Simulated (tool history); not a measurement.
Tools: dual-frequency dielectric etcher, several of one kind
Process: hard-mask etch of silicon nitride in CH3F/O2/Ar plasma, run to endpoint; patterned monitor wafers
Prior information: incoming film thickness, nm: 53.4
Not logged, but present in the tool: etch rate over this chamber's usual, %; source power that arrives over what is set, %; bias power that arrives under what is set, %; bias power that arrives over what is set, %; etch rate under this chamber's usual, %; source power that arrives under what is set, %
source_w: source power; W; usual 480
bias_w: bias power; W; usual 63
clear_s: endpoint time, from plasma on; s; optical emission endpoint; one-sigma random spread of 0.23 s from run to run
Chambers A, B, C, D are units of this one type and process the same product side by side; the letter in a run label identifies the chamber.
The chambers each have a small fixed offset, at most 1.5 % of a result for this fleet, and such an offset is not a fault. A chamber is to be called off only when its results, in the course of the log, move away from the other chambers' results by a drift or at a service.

run,hour,source_w,bias_w,hours since the last wet clean,hours since the last source power generator calibration,hours since the last bias power generator calibration,clear_s
1B,3.4,480,63,57.4,3407.2,3314.9,74.944
2C,6.6,480,63,24.8,1088.0,175.7,76.414
3A,11.6,480,63,145.6,2775.3,3010.3,75.691
4D,16.1,480,63,581.4,714.5,224.6,75.228
5C,19.8,480,63,38.0,1101.2,188.9,76.286
6B,23.1,480,63,77.1,3426.9,3334.6,74.945
7A,27.5,480,63,161.5,2791.2,3026.2,75.362
8D,32.7,480,63,598.0,731.1,241.2,75.134
9C,37.1,480,63,55.3,1118.5,206.2,76.203
10B,43.6,480,63,97.6,3447.4,3355.1,74.972
11D,47.1,480,63,612.4,745.5,255.6,75.076
# hour 49.5: chamber D: wet clean of the chamber
12A,52.4,480,63,186.4,2816.1,3051.1,75.591
13D,55.3,480,63,5.8,753.7,263.8,78.035
14C,61.6,380,48,79.8,1143.0,230.7,91.231
# hour 62.2: chamber B: source power generator calibrated
15A,65.7,380,48,199.7,2829.4,3064.4,90.070
16B,70.1,380,48,124.1,8.0,3381.6,89.833
17A,73.4,380,48,207.4,2837.1,3072.1,90.343
18D,76.6,480,63,27.1,775.0,285.1,77.839
19B,83.1,480,63,137.1,21.0,3394.6,75.102
20C,88.3,480,63,106.5,1169.7,257.4,75.945
21C,93.8,480,63,112.0,1175.2,262.9,76.590
22B,97.9,480,63,151.9,35.8,3409.4,74.902
23D,102.5,480,63,53.0,800.9,311.0,78.029
24A,106.9,480,63,240.9,2870.6,3105.6,75.730
25A,111.7,480,63,245.7,2875.4,3110.4,75.752

Decide between three cases: one chamber stands off from its peers, the gauge reading all wafers drifts, or nothing is wrong past each chamber's small offset. Where a chamber is off, say which and what most likely put it there.

A service left chamber D off against the others.
Cause: etch rate under this chamber's usual, % = 3.35.

Which of the 4 candidates below, each the usual settings with something changed and its results left as question marks, puts chamber D back in line with what the other chambers give on the usual settings?
Allowed miss from the other chambers' usual-settings mean, per result, to count as in line: clear_s 0.810 s
26D-1,116.5,460,61,,,,?
26D-2,116.5,490,64,,,,?
26D-3,116.5,480,68,,,,?
26D-4,116.5,470,62,,,,?

What the other chambers average on the usual settings: clear_s 75.684 s
run,clear_s
26D-1,80.021
26D-2,76.916
26D-3,75.996
26D-4,78.953
The right change is 26D-3: it brings the chamber back within the allowed miss of the others.

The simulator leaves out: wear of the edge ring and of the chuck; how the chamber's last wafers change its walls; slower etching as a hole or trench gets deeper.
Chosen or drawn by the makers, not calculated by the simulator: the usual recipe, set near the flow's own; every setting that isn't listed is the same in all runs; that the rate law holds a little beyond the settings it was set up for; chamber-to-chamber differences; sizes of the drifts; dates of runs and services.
